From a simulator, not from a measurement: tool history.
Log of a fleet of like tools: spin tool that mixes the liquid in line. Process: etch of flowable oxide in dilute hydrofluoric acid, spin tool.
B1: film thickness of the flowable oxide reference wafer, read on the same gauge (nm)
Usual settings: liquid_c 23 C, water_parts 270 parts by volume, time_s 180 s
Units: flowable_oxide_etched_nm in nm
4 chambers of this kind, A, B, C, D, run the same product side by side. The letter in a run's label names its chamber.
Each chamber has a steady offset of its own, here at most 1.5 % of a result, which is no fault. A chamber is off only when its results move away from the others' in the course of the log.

run 1D hour=7.7 | liquid_c=23 water_parts=270 time_s=180 | B1=100.000 | flowable_oxide_etched_nm=20.883
run 2B hour=16.6 | liquid_c=23 water_parts=270 time_s=180 | B1=99.992 | flowable_oxide_etched_nm=21.101
run 3C hour=31.0 | liquid_c=23 water_parts=270 time_s=180 | B1=100.020 | flowable_oxide_etched_nm=21.411
run 4A hour=38.6 | liquid_c=23 water_parts=270 time_s=180 | B1=99.966 | flowable_oxide_etched_nm=20.875
run 5C hour=48.6 | liquid_c=23 water_parts=270 time_s=180 | B1=99.969 | flowable_oxide_etched_nm=21.176
run 6B hour=58.0 | liquid_c=23 water_parts=270 time_s=180 | B1=100.030 | flowable_oxide_etched_nm=21.327
run 7D hour=70.6 | liquid_c=23 water_parts=270 time_s=180 | B1=100.040 | flowable_oxide_etched_nm=21.026
run 8A hour=77.6 | liquid_c=21 water_parts=270 time_s=115 | B1=99.988 | flowable_oxide_etched_nm=12.368
run 9B hour=86.4 | liquid_c=21 water_parts=270 time_s=115 | B1=99.976 | flowable_oxide_etched_nm=12.224
run 10C hour=99.3 | liquid_c=21 water_parts=270 time_s=115 | B1=99.996 | flowable_oxide_etched_nm=12.631
run 11A hour=107.3 | liquid_c=21 water_parts=270 time_s=115 | B1=100.010 | flowable_oxide_etched_nm=12.345
run 12D hour=119.8 | liquid_c=23 water_parts=270 time_s=180 | B1=100.010 | flowable_oxide_etched_nm=20.553
run 13C hour=130.6 | liquid_c=20 water_parts=270 time_s=180 | B1=99.984 | flowable_oxide_etched_nm=18.966
run 14A hour=142.9 | liquid_c=20 water_parts=270 time_s=180 | B1=100.010 | flowable_oxide_etched_nm=18.956
run 15D hour=154.2 | liquid_c=20 water_parts=270 time_s=180 | B1=99.952 | flowable_oxide_etched_nm=18.968
run 16B hour=162.2 | liquid_c=20 water_parts=270 time_s=180 | B1=100.020 | flowable_oxide_etched_nm=18.680
run 17D hour=174.1 | liquid_c=23 water_parts=270 time_s=180 | B1=99.994 | flowable_oxide_etched_nm=20.740
run 18A hour=186.5 | liquid_c=23 water_parts=270 time_s=180 | B1=100.010 | flowable_oxide_etched_nm=20.763
run 19C hour=193.1 | liquid_c=23 water_parts=270 time_s=180 | B1=100.000 | flowable_oxide_etched_nm=21.426
run 20B hour=201.5 | liquid_c=23 water_parts=185 time_s=180 | B1=99.983 | flowable_oxide_etched_nm=33.926
run 21C hour=208.3 | liquid_c=23 water_parts=185 time_s=180 | B1=99.973 | flowable_oxide_etched_nm=34.456
run 22B hour=220.1 | liquid_c=23 water_parts=185 time_s=180 | B1=99.972 | flowable_oxide_etched_nm=33.466
run 23D hour=230.5 | liquid_c=23 water_parts=185 time_s=180 | B1=100.040 | flowable_oxide_etched_nm=33.291
run 24A hour=239.4 | liquid_c=23 water_parts=270 time_s=180 | B1=99.997 | flowable_oxide_etched_nm=20.913
run 25D hour=246.6 | liquid_c=23 water_parts=270 time_s=180 | B1=100.020 | flowable_oxide_etched_nm=20.732
run 26C hour=261.1 | liquid_c=23 water_parts=270 time_s=180 | B1=100.010 | flowable_oxide_etched_nm=21.500
run 27B hour=271.4 | liquid_c=23 water_parts=270 time_s=180 | B1=99.992 | flowable_oxide_etched_nm=21.271
run 28A hour=284.0 | liquid_c=23 water_parts=270 time_s=180 | B1=99.982 | flowable_oxide_etched_nm=20.812
run 29D hour=297.2 | liquid_c=23 water_parts=270 time_s=180 | B1=100.010 | flowable_oxide_etched_nm=21.029
run 30B hour=303.8 | liquid_c=23 water_parts=270 time_s=180 | B1=100.060 | flowable_oxide_etched_nm=20.662
run 31C hour=315.9 | liquid_c=23 water_parts=270 time_s=180 | B1=99.986 | flowable_oxide_etched_nm=21.189
run 32A hour=328.9 | liquid_c=28 water_parts=270 time_s=180 | B1=99.963 | flowable_oxide_etched_nm=24.914

Is one chamber off against the others, does the gauge drift, or is nothing wrong? If a chamber is off, say which, and what the likeliest cause is.

No chamber stands off beyond its own small offset, and the gauge holds steady.
